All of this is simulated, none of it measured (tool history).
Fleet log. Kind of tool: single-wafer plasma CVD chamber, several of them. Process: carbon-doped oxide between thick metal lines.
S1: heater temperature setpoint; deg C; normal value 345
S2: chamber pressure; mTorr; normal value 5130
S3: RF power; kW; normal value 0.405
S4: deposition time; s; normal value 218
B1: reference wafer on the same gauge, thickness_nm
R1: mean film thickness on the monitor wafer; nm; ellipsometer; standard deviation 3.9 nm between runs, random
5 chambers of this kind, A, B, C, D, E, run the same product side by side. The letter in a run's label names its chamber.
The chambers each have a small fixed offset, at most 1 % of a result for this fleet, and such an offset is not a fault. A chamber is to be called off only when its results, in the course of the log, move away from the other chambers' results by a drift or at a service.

run,hour,S1,S2,S3,S4,B1,R1
1C,4.7,345,5130,0.405,218,938.76,969.09
2B,8.8,345,5130,0.405,218,940.43,959.19
3E,13.4,345,5130,0.405,218,937.99,961.43
4D,19.8,345,5130,0.405,218,939.27,960.24
5A,24.9,345,5130,0.405,218,938.74,952.42
6A,30.9,345,5130,0.405,218,938.51,955.65
7D,35.3,335,5130,0.405,195,938.36,887.38
8E,39.9,335,5130,0.405,195,938.74,893.47
9B,43.7,335,5130,0.405,195,940.2,883.31
10C,49.8,335,5130,0.405,195,939.27,889.47
11C,56.1,335,5130,0.405,195,940.12,889.13
12A,62.5,345,5130,0.405,218,939.29,952.39
13B,69.2,336,5130,0.405,218,939.24,979.58
14D,74.8,336,5130,0.405,218,938.81,986.36
15E,79.2,336,5130,0.405,218,938.05,986.11
16A,84.9,336,5130,0.405,218,938.71,970.52
17C,92.2,336,5130,0.405,218,937.72,992.77
18E,95.5,345,5130,0.405,218,938.53,962.39
19B,102.6,345,5130,0.405,218,939.38,960.8
20D,107.5,337,5130,0.37,218,939.71,922.98
21E,114.9,337,5130,0.37,218,938.78,924.96
22C,118.9,337,5130,0.37,218,938.27,930.46
# hour 122: chamber E: thermocouple changed; heater temperature recalibrated
23D,123.3,337,5130,0.37,218,939.64,922.16
24A,129.1,337,5130,0.37,218,938.79,893.45
25B,133,345,5130,0.405,218,938.97,957.53
26C,138.2,345,5130,0.405,218,937.59,970.82
27B,145.7,345,5130,0.405,218,938.88,952.87
28D,149.8,345,5130,0.405,218,939.21,971.12
29A,156.8,345,5130,0.405,218,940.11,935.86
30E,162.8,338,5130,0.46,218,940.02,1073.6
31B,167.5,338,5130,0.46,218,938.48,1067.7
32C,172.2,338,5130,0.46,218,938.37,1081
33E,178.5,338,5130,0.46,218,938.47,1085
34A,181.9,338,5130,0.46,218,939,1040.9
35D,185.6,345,5130,0.335,218,939.24,837.18
36A,192.7,345,5130,0.335,218,938.91,799.94
37C,196.9,345,5130,0.335,218,938.47,842.24

Is one chamber off against the others, does the gauge drift, or is nothing wrong? If a chamber is off, say which, and what the likeliest cause is.

Chamber A drifts away from the others.
Most likely cause: delivered RF power below the setpoint (%) = 4.1.

Below are 4 candidate recipes for chamber A's next run, each the usual settings with a change, their results shown as question marks. Which of them brings A's results back in line with what the other chambers give on the usual settings?
Allowed miss from the other chambers' usual-settings mean, per result, to count as in line: R1 14 nm
38A-1,202.2,347,5130,0.37,218,,?
38A-2,202.2,345,5080,0.405,209,,?
38A-3,202.2,345,5190,0.42,228,,?
38A-4,202.2,345,5160,0.415,224,,?

Other chambers, usual settings, mean: R1 964.39 nm
run,R1
38A-1,854.36
38A-2,882.09
38A-3,991.84
38A-4,964.95
Change 38A-4 lands the chamber within the allowed miss of the other chambers.
